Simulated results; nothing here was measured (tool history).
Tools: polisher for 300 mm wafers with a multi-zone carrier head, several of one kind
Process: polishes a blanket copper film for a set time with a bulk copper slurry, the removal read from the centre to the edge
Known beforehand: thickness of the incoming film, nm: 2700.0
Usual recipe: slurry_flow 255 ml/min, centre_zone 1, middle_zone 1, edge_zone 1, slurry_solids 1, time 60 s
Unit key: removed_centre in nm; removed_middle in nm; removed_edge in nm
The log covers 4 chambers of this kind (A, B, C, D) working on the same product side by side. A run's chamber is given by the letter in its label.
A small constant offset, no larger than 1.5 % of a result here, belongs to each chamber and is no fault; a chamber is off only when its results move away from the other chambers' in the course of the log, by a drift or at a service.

-- hour=3.6 chamber D: centre zone pressure recalibrated
run 1D hour=5.1 | slurry_flow=255 centre_zone=1 middle_zone=1 edge_zone=1 slurry_solids=1 time=60 | removed_centre=508.73 removed_middle=515.07 removed_edge=512.51
run 2C hour=9.1 | slurry_flow=255 centre_zone=1 middle_zone=1 edge_zone=1 slurry_solids=1 time=60 | removed_centre=515.68 removed_middle=508.51 removed_edge=496.54
run 3A hour=13.4 | slurry_flow=255 centre_zone=1 middle_zone=1 edge_zone=1 slurry_solids=1 time=60 | removed_centre=510.28 removed_middle=512.86 removed_edge=514.34
run 4B hour=17.6 | slurry_flow=255 centre_zone=1 middle_zone=1 edge_zone=1 slurry_solids=1 time=60 | removed_centre=503.7 removed_middle=511.43 removed_edge=511.4
run 5B hour=22.1 | slurry_flow=255 centre_zone=1 middle_zone=1 edge_zone=1 slurry_solids=1 time=60 | removed_centre=499.82 removed_middle=509.16 removed_edge=508.36
run 6D hour=25.3 | slurry_flow=255 centre_zone=1 middle_zone=1 edge_zone=1 slurry_solids=1 time=60 | removed_centre=512.94 removed_middle=506.85 removed_edge=510.6
run 7C hour=30.8 | slurry_flow=255 centre_zone=1 middle_zone=1 edge_zone=1 slurry_solids=1 time=60 | removed_centre=508.63 removed_middle=506.74 removed_edge=503.58
run 8A hour=34.6 | slurry_flow=255 centre_zone=1 middle_zone=1 edge_zone=1 slurry_solids=1 time=60 | removed_centre=506.19 removed_middle=507.03 removed_edge=506.41
run 9A hour=40.1 | slurry_flow=255 centre_zone=1 middle_zone=1.06 edge_zone=1 slurry_solids=1.15 time=60 | removed_centre=524.97 removed_middle=552.15 removed_edge=519.25
run 10D hour=44.5 | slurry_flow=255 centre_zone=1 middle_zone=1.06 edge_zone=1 slurry_solids=1.15 time=60 | removed_centre=525.03 removed_middle=553.4 removed_edge=530.78
run 11B hour=48.2 | slurry_flow=255 centre_zone=1 middle_zone=1.06 edge_zone=1 slurry_solids=1.15 time=60 | removed_centre=512.77 removed_middle=550.99 removed_edge=521.27
-- hour=52.5 chamber C: worn pad replaced by a new one
run 12C hour=53 | slurry_flow=255 centre_zone=1 middle_zone=1.06 edge_zone=1 slurry_solids=1.15 time=60 | removed_centre=530.76 removed_middle=550.89 removed_edge=522.48
run 13C hour=56.5 | slurry_flow=255 centre_zone=1 middle_zone=1 edge_zone=1 slurry_solids=1 time=60 | removed_centre=514.57 removed_middle=507.68 removed_edge=503.57
run 14D hour=60.1 | slurry_flow=255 centre_zone=1 middle_zone=1 edge_zone=1 slurry_solids=1 time=60 | removed_centre=515.63 removed_middle=511.91 removed_edge=516.81
run 15A hour=64.7 | slurry_flow=255 centre_zone=1 middle_zone=1 edge_zone=1 slurry_solids=1.1 time=60 | removed_centre=522.07 removed_middle=517.33 removed_edge=515.17
run 16B hour=69.7 | slurry_flow=255 centre_zone=1 middle_zone=1 edge_zone=1 slurry_solids=1.1 time=60 | removed_centre=506.69 removed_middle=519.31 removed_edge=518.85
run 17D hour=72.5 | slurry_flow=255 centre_zone=1 middle_zone=1 edge_zone=1 slurry_solids=1.1 time=60 | removed_centre=519.64 removed_middle=515.33 removed_edge=524.41
-- hour=75.4 chamber D: worn pad replaced by a new one
run 18C hour=77.9 | slurry_flow=255 centre_zone=1 middle_zone=1 edge_zone=1 slurry_solids=1.1 time=60 | removed_centre=527.42 removed_middle=521.8 removed_edge=520.74
run 19A hour=81.5 | slurry_flow=255 centre_zone=1 middle_zone=1 edge_zone=1 slurry_solids=1 time=60 | removed_centre=510.91 removed_middle=511.4 removed_edge=507.34
run 20B hour=84.9 | slurry_flow=255 centre_zone=1 middle_zone=1 edge_zone=1 slurry_solids=1 time=60 | removed_centre=509.31 removed_middle=510.34 removed_edge=511.08
-- hour=85.2 chamber B: worn pad replaced by a new one
run 21A hour=90.6 | slurry_flow=255 centre_zone=1 middle_zone=1 edge_zone=1 slurry_solids=1 time=60 | removed_centre=520.18 removed_middle=508.53 removed_edge=507.17
run 22C hour=94.6 | slurry_flow=255 centre_zone=1.09 middle_zone=1 edge_zone=1 slurry_solids=1 time=60 | removed_centre=565.55 removed_middle=503.27 removed_edge=507.27
run 23B hour=98 | slurry_flow=255 centre_zone=1.09 middle_zone=1 edge_zone=1 slurry_solids=1 time=60 | removed_centre=555.35 removed_middle=502.63 removed_edge=506.18
-- hour=100.9 chamber A: worn pad replaced by a new one
run 24D hour=103.6 | slurry_flow=255 centre_zone=1.09 middle_zone=1 edge_zone=1 slurry_solids=1 time=60 | removed_centre=564.21 removed_middle=508.03 removed_edge=515.41
run 25A hour=106.2 | slurry_flow=255 centre_zone=1.09 middle_zone=1 edge_zone=1 slurry_solids=1 time=60 | removed_centre=565.68 removed_middle=505.97 removed_edge=506.96
run 26B hour=108.7 | slurry_flow=255 centre_zone=1 middle_zone=1 edge_zone=1 slurry_solids=1 time=60 | removed_centre=504.31 removed_middle=514.79 removed_edge=513.52
run 27C hour=111.5 | slurry_flow=255 centre_zone=1 middle_zone=1 edge_zone=1 slurry_solids=1 time=60 | removed_centre=510.63 removed_middle=511.55 removed_edge=508.95
run 28D hour=115 | slurry_flow=255 centre_zone=1 middle_zone=1 edge_zone=1 slurry_solids=1 time=60 | removed_centre=510.82 removed_middle=512.56 removed_edge=510.61
run 29A hour=119.1 | slurry_flow=255 centre_zone=1 middle_zone=1 edge_zone=1 slurry_solids=1 time=60 | removed_centre=510.28 removed_middle=510.55 removed_edge=510.1
run 30D hour=124.4 | slurry_flow=255 centre_zone=1 middle_zone=1 edge_zone=1 slurry_solids=1 time=60 | removed_centre=513.3 removed_middle=511.03 removed_edge=515.58
-- hour=124.9 chamber C: worn pad replaced by a new one
run 31C hour=129.3 | slurry_flow=255 centre_zone=1 middle_zone=1 edge_zone=1 slurry_solids=1 time=60 | removed_centre=506.17 removed_middle=508.85 removed_edge=505.95
run 32B hour=133.4 | slurry_flow=255 centre_zone=1 middle_zone=1 edge_zone=1 slurry_solids=1 time=60 | removed_centre=505.63 removed_middle=505.04 removed_edge=516.19
run 33D hour=137.8 | slurry_flow=255 centre_zone=1 middle_zone=1 edge_zone=1 slurry_solids=1 time=60 | removed_centre=505.71 removed_middle=504.24 removed_edge=512.07
run 34B hour=142.7 | slurry_flow=255 centre_zone=1 middle_zone=1 edge_zone=1 slurry_solids=1 time=60 | removed_centre=506.5 removed_middle=505.96 removed_edge=506.18
run 35A hour=148.4 | slurry_flow=255 centre_zone=1 middle_zone=1 edge_zone=1 slurry_solids=1 time=60 | removed_centre=509.68 removed_middle=514.99 removed_edge=510.15
run 36C hour=150.9 | slurry_flow=255 centre_zone=1 middle_zone=1 edge_zone=1 slurry_solids=1 time=60 | removed_centre=516.27 removed_middle=512.69 removed_edge=497.07
run 37A hour=154.6 | slurry_flow=255 centre_zone=1 middle_zone=1 edge_zone=1 slurry_solids=1 time=60 | removed_centre=511.35 removed_middle=505.39 removed_edge=506.13

Has any chamber moved away from the others, gradually or after a service, or does the common gauge drift, or do the chambers differ only by their own small steady offsets? State the chamber and the most likely cause if one applies.

Beyond each chamber's small constant offset nothing stands out, and the gauge stays steady.

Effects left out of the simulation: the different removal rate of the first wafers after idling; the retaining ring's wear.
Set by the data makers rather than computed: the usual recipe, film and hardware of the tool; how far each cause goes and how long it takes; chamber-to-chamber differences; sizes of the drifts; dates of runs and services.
